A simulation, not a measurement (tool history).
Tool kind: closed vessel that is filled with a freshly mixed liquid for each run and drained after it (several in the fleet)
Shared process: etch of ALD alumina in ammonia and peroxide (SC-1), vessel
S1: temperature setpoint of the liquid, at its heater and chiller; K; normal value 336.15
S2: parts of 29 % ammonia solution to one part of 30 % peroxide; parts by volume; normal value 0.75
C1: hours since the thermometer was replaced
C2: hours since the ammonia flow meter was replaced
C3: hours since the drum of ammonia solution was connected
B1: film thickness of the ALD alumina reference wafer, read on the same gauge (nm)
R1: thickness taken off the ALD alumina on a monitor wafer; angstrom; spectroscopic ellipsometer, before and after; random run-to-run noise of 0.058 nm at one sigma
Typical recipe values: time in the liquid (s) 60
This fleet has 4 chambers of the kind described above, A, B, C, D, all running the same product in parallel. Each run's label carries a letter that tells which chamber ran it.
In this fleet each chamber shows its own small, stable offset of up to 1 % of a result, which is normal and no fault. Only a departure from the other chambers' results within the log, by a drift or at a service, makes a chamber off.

{"run": "1C", "hour": 5.4, "S1": 336.15, "S2": 0.75, "time in the liquid (s)": 60, "C1": 24.6, "C2": 104.1, "C3": 183.0, "B1": 40.021, "R1": 79.086}
{"run": "2B", "hour": 10.9, "S1": 336.15, "S2": 0.75, "time in the liquid (s)": 60, "C1": 2214.5, "C2": 1110.8, "C3": 392.0, "B1": 39.986, "R1": 78.768}
{"run": "3A", "hour": 15.5, "S1": 336.15, "S2": 0.75, "time in the liquid (s)": 60, "C1": 673.2, "C2": 158.0, "C3": 406.4, "B1": 40.014, "R1": 81.123}
{"hour": 18.1, "done": "chamber B: new drum of ammonia solution connected"}
{"run": "4D", "hour": 20.3, "S1": 336.15, "S2": 0.75, "time in the liquid (s)": 60, "C1": 857.3, "C2": 192.4, "C3": 354.9, "B1": 39.995, "R1": 79.972}
{"run": "5A", "hour": 23.5, "S1": 336.15, "S2": 0.75, "time in the liquid (s)": 60, "C1": 681.2, "C2": 166.0, "C3": 414.4, "B1": 40.019, "R1": 79.471}
{"run": "6C", "hour": 27.4, "S1": 327.65, "S2": 1.0, "time in the liquid (s)": 60, "C1": 46.6, "C2": 126.1, "C3": 205.0, "B1": 39.985, "R1": 52.967}
{"run": "7B", "hour": 33.3, "S1": 327.65, "S2": 1.0, "time in the liquid (s)": 60, "C1": 2236.9, "C2": 1133.2, "C3": 15.2, "B1": 39.983, "R1": 51.644}
{"run": "8D", "hour": 37.2, "S1": 327.65, "S2": 1.0, "time in the liquid (s)": 60, "C1": 874.2, "C2": 209.3, "C3": 371.8, "B1": 39.985, "R1": 52.628}
{"run": "9D", "hour": 41.5, "S1": 327.65, "S2": 1.0, "time in the liquid (s)": 60, "C1": 878.5, "C2": 213.6, "C3": 376.1, "B1": 39.988, "R1": 53.15}
{"run": "10B", "hour": 47.8, "S1": 336.15, "S2": 0.75, "time in the liquid (s)": 60, "C1": 2251.4, "C2": 1147.7, "C3": 29.7, "B1": 39.989, "R1": 79.62}
{"run": "11A", "hour": 52.5, "S1": 336.15, "S2": 0.75, "time in the liquid (s)": 60, "C1": 710.2, "C2": 195.0, "C3": 443.4, "B1": 39.997, "R1": 80.927}
{"run": "12C", "hour": 55.9, "S1": 336.15, "S2": 0.75, "time in the liquid (s)": 60, "C1": 75.1, "C2": 154.6, "C3": 233.5, "B1": 40.011, "R1": 79.436}
{"run": "13D", "hour": 59.4, "S1": 340.65, "S2": 0.75, "time in the liquid (s)": 60, "C1": 896.4, "C2": 231.5, "C3": 394.0, "B1": 39.993, "R1": 99.08}
{"run": "14B", "hour": 64.7, "S1": 340.65, "S2": 0.75, "time in the liquid (s)": 60, "C1": 2268.3, "C2": 1164.6, "C3": 46.6, "B1": 40.007, "R1": 99.07}
{"run": "15A", "hour": 68.0, "S1": 340.65, "S2": 0.75, "time in the liquid (s)": 60, "C1": 725.7, "C2": 210.5, "C3": 458.9, "B1": 40.016, "R1": 99.633}
{"run": "16C", "hour": 74.1, "S1": 340.65, "S2": 0.75, "time in the liquid (s)": 60, "C1": 93.3, "C2": 172.8, "C3": 251.7, "B1": 39.998, "R1": 99.143}
{"run": "17C", "hour": 80.8, "S1": 336.15, "S2": 0.75, "time in the liquid (s)": 60, "C1": 100.0, "C2": 179.5, "C3": 258.4, "B1": 39.989, "R1": 79.426}
{"hour": 85.1, "done": "chamber D: new drum of ammonia solution connected"}
{"run": "18D", "hour": 86.1, "S1": 336.15, "S2": 0.75, "time in the liquid (s)": 60, "C1": 923.1, "C2": 258.2, "C3": 1.0, "B1": 40.002, "R1": 79.483}
{"run": "19B", "hour": 92.3, "S1": 336.15, "S2": 0.75, "time in the liquid (s)": 60, "C1": 2295.9, "C2": 1192.2, "C3": 74.2, "B1": 39.983, "R1": 78.644}
{"run": "20A", "hour": 95.6, "S1": 336.15, "S2": 0.75, "time in the liquid (s)": 60, "C1": 753.3, "C2": 238.1, "C3": 486.5, "B1": 39.996, "R1": 80.482}
{"run": "21D", "hour": 100.9, "S1": 339.65, "S2": 0.75, "time in the liquid (s)": 60, "C1": 937.9, "C2": 273.0, "C3": 15.8, "B1": 40.011, "R1": 93.973}
{"run": "22B", "hour": 106.5, "S1": 339.65, "S2": 0.75, "time in the liquid (s)": 60, "C1": 2310.1, "C2": 1206.4, "C3": 88.4, "B1": 39.999, "R1": 93.111}
{"run": "23C", "hour": 109.9, "S1": 339.65, "S2": 0.75, "time in the liquid (s)": 60, "C1": 129.1, "C2": 208.6, "C3": 287.5, "B1": 40.008, "R1": 93.617}
{"run": "24A", "hour": 115.5, "S1": 339.65, "S2": 0.75, "time in the liquid (s)": 60, "C1": 773.2, "C2": 258.0, "C3": 506.4, "B1": 39.984, "R1": 94.474}
{"run": "25A", "hour": 120.0, "S1": 336.15, "S2": 0.75, "time in the liquid (s)": 60, "C1": 777.7, "C2": 262.5, "C3": 510.9, "B1": 40.008, "R1": 80.503}
{"run": "26B", "hour": 126.4, "S1": 336.15, "S2": 0.75, "time in the liquid (s)": 60, "C1": 2330.0, "C2": 1226.3, "C3": 108.3, "B1": 39.983, "R1": 78.222}
{"run": "27D", "hour": 129.3, "S1": 336.15, "S2": 0.75, "time in the liquid (s)": 60, "C1": 966.3, "C2": 301.4, "C3": 44.2, "B1": 39.998, "R1": 79.568}
{"run": "28C", "hour": 135.5, "S1": 329.65, "S2": 0.9, "time in the liquid (s)": 60, "C1": 154.7, "C2": 234.2, "C3": 313.1, "B1": 40.005, "R1": 57.577}
{"run": "29C", "hour": 140.5, "S1": 329.65, "S2": 0.9, "time in the liquid (s)": 60, "C1": 159.7, "C2": 239.2, "C3": 318.1, "B1": 40.002, "R1": 58.378}
{"run": "30B", "hour": 146.7, "S1": 329.65, "S2": 0.9, "time in the liquid (s)": 60, "C1": 2350.3, "C2": 1246.6, "C3": 128.6, "B1": 40.013, "R1": 56.742}
{"run": "31D", "hour": 153.5, "S1": 329.65, "S2": 0.9, "time in the liquid (s)": 60, "C1": 990.5, "C2": 325.6, "C3": 68.4, "B1": 39.997, "R1": 58.079}
{"run": "32A", "hour": 157.7, "S1": 336.15, "S2": 0.75, "time in the liquid (s)": 60, "C1": 815.4, "C2": 300.2, "C3": 548.6, "B1": 40.0, "R1": 79.827}
{"run": "33D", "hour": 163.2, "S1": 336.15, "S2": 0.95, "time in the liquid (s)": 60, "C1": 1000.2, "C2": 335.3, "C3": 78.1, "B1": 40.011, "R1": 82.197}
{"run": "34A", "hour": 168.2, "S1": 336.15, "S2": 0.95, "time in the liquid (s)": 60, "C1": 825.9, "C2": 310.7, "C3": 559.1, "B1": 39.985, "R1": 80.699}
{"run": "35B", "hour": 174.5, "S1": 336.15, "S2": 0.95, "time in the liquid (s)": 60, "C1": 2378.1, "C2": 1274.4, "C3": 156.4, "B1": 39.999, "R1": 80.622}

The same settings go to every chamber for the next run, one line per chamber below. Forecast the results for each:
{"run": "36A", "hour": 179.4, "S1": 336.15, "S2": 0.75, "time in the liquid (s)": 60, "R1": "?"}
{"run": "36B", "hour": 179.4, "S1": 336.15, "S2": 0.75, "time in the liquid (s)": 60, "R1": "?"}
{"run": "36C", "hour": 179.4, "S1": 336.15, "S2": 0.75, "time in the liquid (s)": 60, "R1": "?"}
{"run": "36D", "hour": 179.4, "S1": 336.15, "S2": 0.75, "time in the liquid (s)": 60, "R1": "?"}

run=36A R1=79.842
run=36B R1=79.612
run=36C R1=81.091
run=36D R1=78.309

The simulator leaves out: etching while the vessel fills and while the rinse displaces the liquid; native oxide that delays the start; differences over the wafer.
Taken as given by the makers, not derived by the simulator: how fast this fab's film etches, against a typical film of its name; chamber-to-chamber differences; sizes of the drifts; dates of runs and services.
